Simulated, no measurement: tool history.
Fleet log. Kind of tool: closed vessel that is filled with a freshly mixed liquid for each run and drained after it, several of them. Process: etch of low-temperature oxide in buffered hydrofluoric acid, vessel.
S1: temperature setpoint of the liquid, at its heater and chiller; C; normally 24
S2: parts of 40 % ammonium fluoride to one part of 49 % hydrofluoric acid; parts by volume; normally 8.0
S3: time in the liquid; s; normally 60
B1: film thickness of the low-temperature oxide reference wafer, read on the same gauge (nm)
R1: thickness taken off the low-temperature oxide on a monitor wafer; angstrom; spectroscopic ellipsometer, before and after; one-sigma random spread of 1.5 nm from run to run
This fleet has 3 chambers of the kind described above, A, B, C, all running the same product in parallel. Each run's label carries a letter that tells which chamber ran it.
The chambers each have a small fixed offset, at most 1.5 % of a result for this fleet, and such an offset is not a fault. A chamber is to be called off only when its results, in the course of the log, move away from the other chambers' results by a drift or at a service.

run 1A hour=2.0 | S1=24 S2=8.0 S3=60 | B1=110.01 | R1=2862.2
run 2B hour=4.7 | S1=24 S2=8.0 S3=60 | B1=110.01 | R1=2862.8
run 3C hour=7.4 | S1=24 S2=8.0 S3=60 | B1=110.00 | R1=2852.1
run 4A hour=10.7 | S1=24 S2=8.0 S3=60 | B1=110.02 | R1=2875.2
-- hour=13.2 chamber C: hydrofluoric acid flow meter replaced
run 5B hour=15.0 | S1=24 S2=8.0 S3=60 | B1=110.02 | R1=2854.3
run 6C hour=18.4 | S1=24 S2=8.0 S3=60 | B1=110.02 | R1=2846.3
run 7A hour=21.5 | S1=24 S2=8.0 S3=60 | B1=110.01 | R1=2850.3
run 8C hour=23.6 | S1=24 S2=8.0 S3=60 | B1=110.01 | R1=2835.5
run 9B hour=27.0 | S1=24 S2=8.0 S3=60 | B1=109.98 | R1=2866.9
run 10A hour=31.2 | S1=24 S2=8.0 S3=60 | B1=110.01 | R1=2846.5
run 11B hour=33.8 | S1=24 S2=8.0 S3=60 | B1=110.00 | R1=2857.3
run 12C hour=36.9 | S1=24 S2=8.0 S3=60 | B1=110.00 | R1=2821.9
run 13C hour=40.3 | S1=28 S2=8.0 S3=60 | B1=109.99 | R1=3532.7
run 14B hour=42.5 | S1=28 S2=8.0 S3=60 | B1=109.98 | R1=3552.6
run 15A hour=46.2 | S1=28 S2=8.0 S3=60 | B1=109.99 | R1=3528.7
run 16A hour=49.2 | S1=24 S2=8.0 S3=60 | B1=109.99 | R1=2864.6
run 17B hour=53.4 | S1=24 S2=8.0 S3=60 | B1=109.99 | R1=2859.1
run 18C hour=55.4 | S1=24 S2=8.0 S3=60 | B1=109.98 | R1=2809.8
run 19C hour=59.7 | S1=24 S2=6.5 S3=40 | B1=110.00 | R1=2327.3
run 20B hour=64.2 | S1=24 S2=6.5 S3=40 | B1=110.01 | R1=2370.4
run 21A hour=66.6 | S1=24 S2=6.5 S3=40 | B1=109.98 | R1=2354.8
run 22A hour=68.8 | S1=20 S2=9.0 S3=60 | B1=109.99 | R1=2021.1
run 23C hour=72.7 | S1=20 S2=9.0 S3=60 | B1=110.00 | R1=2008.2
run 24B hour=76.2 | S1=20 S2=9.0 S3=60 | B1=110.01 | R1=2026.9
run 25C hour=78.2 | S1=24 S2=8.0 S3=60 | B1=110.01 | R1=2832.6
run 26A hour=80.7 | S1=24 S2=8.0 S3=60 | B1=110.01 | R1=2857.8
run 27B hour=82.9 | S1=24 S2=8.0 S3=60 | B1=110.00 | R1=2842.3
run 28B hour=86.9 | S1=24 S2=8.0 S3=60 | B1=109.99 | R1=2884.7
run 29C hour=90.8 | S1=24 S2=8.0 S3=60 | B1=109.99 | R1=2838.5

Each of the 3 chambers runs these same settings next. Fill in every chamber's results:
run 30A hour=94.0 | S1=24 S2=8.0 S3=60 | R1=?
run 30B hour=94.0 | S1=24 S2=8.0 S3=60 | R1=?
run 30C hour=94.0 | S1=24 S2=8.0 S3=60 | R1=?

run=30A R1=2851.5
run=30B R1=2885.6
run=30C R1=2821.9
